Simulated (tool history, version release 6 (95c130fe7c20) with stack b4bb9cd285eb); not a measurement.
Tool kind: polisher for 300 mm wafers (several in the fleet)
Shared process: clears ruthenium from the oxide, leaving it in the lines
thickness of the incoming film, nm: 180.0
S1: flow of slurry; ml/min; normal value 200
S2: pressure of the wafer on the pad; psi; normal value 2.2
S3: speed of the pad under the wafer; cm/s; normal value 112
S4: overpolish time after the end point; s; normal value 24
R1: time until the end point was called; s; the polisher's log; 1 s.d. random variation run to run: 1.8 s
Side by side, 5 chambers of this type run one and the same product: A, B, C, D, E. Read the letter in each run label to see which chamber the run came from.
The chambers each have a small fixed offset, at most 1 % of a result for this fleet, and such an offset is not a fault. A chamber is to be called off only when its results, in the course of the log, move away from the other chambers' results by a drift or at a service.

run   hour   S1   S2   S3  S4      R1
       7.0  -- chamber B: head pressure recalibrated
 1D    9.8  200  2.2  112  24  147.43
 2C   20.4  200  2.2  112  24  144.28
 3A   31.6  200  2.2  112  24  147.56
      32.2  -- chamber E: worn pad replaced by a new one
      39.5  -- chamber B: worn pad replaced by a new one
      40.5  -- chamber D: worn pad replaced by a new one
 4B   43.4  200  2.2  112  24  148.25
 5E   52.4  200  2.2  112  24  144.90
 6E   62.5  200  2.2  112  24  143.81
 7B   73.1  200  2.2  112  24  147.80
      75.2  -- chamber A: worn pad replaced by a new one
      78.0  -- chamber A: head pressure recalibrated
 8C   80.6  200  2.2  112  24  146.41
 9A   89.5  200  2.2  112  24  144.86
10D  101.0  200  2.2  112  24  145.84
     107.3  -- chamber C: worn pad replaced by a new one
11A  111.3  200  2.2  112  24  146.25
     113.2  -- chamber D: slurry nozzle cleaned
     122.0  -- chamber E: worn pad replaced by a new one
12C  122.7  200  2.2  112  24  145.01
13E  131.4  140  2.2  112  24  154.26
14B  136.8  140  2.2  112  24  155.57
     140.3  -- chamber A: worn pad replaced by a new one
15D  142.6  140  2.2  112  24  155.11
16B  149.0  140  2.2  112  24  156.02
     152.7  -- chamber D: worn pad replaced by a new one
     152.9  -- chamber B: worn pad replaced by a new one
17A  160.5  140  2.2  112  24  158.48
18D  170.5  200  2.2  112  24  146.63
19C  180.8  200  2.2  112  24  146.83
     181.4  -- chamber C: slurry nozzle cleaned
20E  187.8  200  2.2  112  24  144.23
21B  197.8  200  2.2  112  24  145.86
22D  206.2  200  2.2  112  24  147.15
     210.4  -- chamber A: worn pad replaced by a new one
     217.3  -- chamber B: slurry nozzle cleaned
23E  217.5  200  2.2  112  24  145.34
     217.9  -- chamber E: worn pad replaced by a new one
     224.4  -- chamber C: worn pad replaced by a new one
24C  226.0  200  2.2  112  24  146.67
25A  232.7  200  2.2  126  24  131.26
26C  239.5  200  2.2  126  24  131.88
27B  246.1  200  2.2  126  24  130.64
28E  252.8  200  2.2  126  24  131.69
     261.0  -- chamber B: worn pad replaced by a new one
29A  263.8  200  2.2  126  24  129.09
30D  273.9  200  2.2  112  24  151.67
     274.2  -- chamber D: worn pad replaced by a new one
     279.2  -- chamber A: worn pad replaced by a new one
31A  281.7  200  1.6  112  24  198.44
32B  288.2  200  1.6  112  24  203.44
33E  297.7  200  1.6  112  24  199.40
34D  305.8  200  1.6  112  24  200.69
35C  315.2  200  1.6  112  24  201.36
     317.7  -- chamber E: worn pad replaced by a new one
36B  325.3  200  2.2  112  24  150.73
     334.3  -- chamber C: worn pad replaced by a new one
37D  335.7  200  2.2  112  24  146.86
38A  342.3  200  2.6  112  30  122.86
39E  354.3  200  2.6  112  30  122.10
40C  361.8  200  2.6  112  30  124.15
41E  374.1  200  2.6  112  30  121.82

For the next run the whole fleet of 5 chambers uses the same settings. Give each chamber's results:
42A  382.9  200  2.8  112  24   ?
42B  382.9  200  2.8  112  24   ?
42C  382.9  200  2.8  112  24   ?
42D  382.9  200  2.8  112  24   ?
42E  382.9  200  2.8  112  24   ?

run      R1
42A  114.11
42B  116.43
42C  114.13
42D  114.31
42E  115.47
